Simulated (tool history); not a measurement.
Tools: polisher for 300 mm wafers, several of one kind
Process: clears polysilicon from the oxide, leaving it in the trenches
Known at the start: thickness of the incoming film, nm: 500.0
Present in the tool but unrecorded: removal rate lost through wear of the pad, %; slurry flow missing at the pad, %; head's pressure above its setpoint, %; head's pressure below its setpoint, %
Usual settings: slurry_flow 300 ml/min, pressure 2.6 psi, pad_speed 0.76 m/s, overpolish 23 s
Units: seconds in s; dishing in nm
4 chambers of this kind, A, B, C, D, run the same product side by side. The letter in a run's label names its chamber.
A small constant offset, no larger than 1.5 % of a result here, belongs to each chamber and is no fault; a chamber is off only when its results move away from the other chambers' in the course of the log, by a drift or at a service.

run	hour	slurry_flow	pressure	pad_speed	overpolish	wafers polished on this pad	hours since the slurry nozzle was cleaned	hours since the head pressure was calibrated	seconds	dishing
1B	2.2	300	2.6	0.76	23	842	197.1	158.0	45.969	63.300
2D	4.9	300	2.6	0.76	23	275	111.9	231.7	44.381	62.442
3A	7.9	300	2.6	0.76	23	112	522.3	1051.2	45.496	62.144
4C	10.1	300	2.6	0.76	23	173	34.8	83.9	46.265	63.792
# hour 13.1: chamber B: worn pad replaced by a new one
5C	13.8	300	2.6	0.76	23	201	38.5	87.6	46.555	63.838
6A	17.4	300	2.6	0.76	23	181	531.8	1060.7	45.309	61.390
7B	21.4	300	2.6	0.76	23	61	216.3	177.2	45.458	62.968
8D	23.9	300	2.6	0.76	23	414	130.9	250.7	44.886	64.095
9B	25.9	300	2.6	0.76	23	94	220.8	181.7	46.412	63.904
10D	28.4	300	2.6	0.76	23	447	135.4	255.2	45.500	64.575
11A	31.6	300	2.6	0.76	23	285	546.0	1074.9	45.350	62.237
12C	33.6	300	2.6	0.76	23	346	58.3	107.4	48.166	62.982
13A	36.6	300	2.6	0.76	23	322	551.0	1079.9	46.464	62.689
14D	39.3	300	2.6	0.76	23	527	146.3	266.1	46.270	63.863
15B	42.8	300	2.6	0.76	23	218	237.7	198.6	46.205	60.986
16C	44.8	300	2.6	0.76	23	428	69.5	118.6	48.954	63.524
17C	47.7	245	2.6	0.76	11	449	72.4	121.5	50.371	52.937
18A	50.3	245	2.6	0.76	11	422	564.7	1093.6	46.506	53.892
19D	54.2	245	2.6	0.76	11	636	161.2	281.0	46.585	53.600
20B	56.9	245	2.6	0.76	11	321	251.8	212.7	47.054	54.031
21D	61.1	300	2.6	0.76	23	687	168.1	287.9	45.069	62.368
22A	63.8	300	2.6	0.76	23	521	578.2	1107.1	46.046	60.937
# hour 65.7: chamber D: worn pad replaced by a new one
23B	67.2	300	2.6	0.76	23	396	262.1	223.0	45.325	62.781
# hour 71.1: chamber A: worn pad replaced by a new one
24C	71.4	300	2.6	0.76	23	622	96.1	145.2	50.091	61.336
25A	75.5	300	2.6	0.76	23	32	589.9	1118.8	45.353	61.467
26C	78.4	300	2.6	0.76	23	674	103.1	152.2	51.786	62.233
27D	81.4	300	2.6	0.76	23	115	188.4	308.2	46.567	62.697
28B	84.2	300	2.6	0.76	23	521	279.1	240.0	46.956	64.994

All chambers now run identical settings, listed one chamber a line with results as question marks. What results will each chamber show?
29A	87.3	300	2.6	1.00	23				?	?
29B	87.3	300	2.6	1.00	23				?	?
29C	87.3	300	2.6	1.00	23				?	?
29D	87.3	300	2.6	1.00	23				?	?

run	seconds	dishing
29A	34.830	63.569
29B	35.202	63.882
29C	39.427	64.865
29D	34.778	64.618

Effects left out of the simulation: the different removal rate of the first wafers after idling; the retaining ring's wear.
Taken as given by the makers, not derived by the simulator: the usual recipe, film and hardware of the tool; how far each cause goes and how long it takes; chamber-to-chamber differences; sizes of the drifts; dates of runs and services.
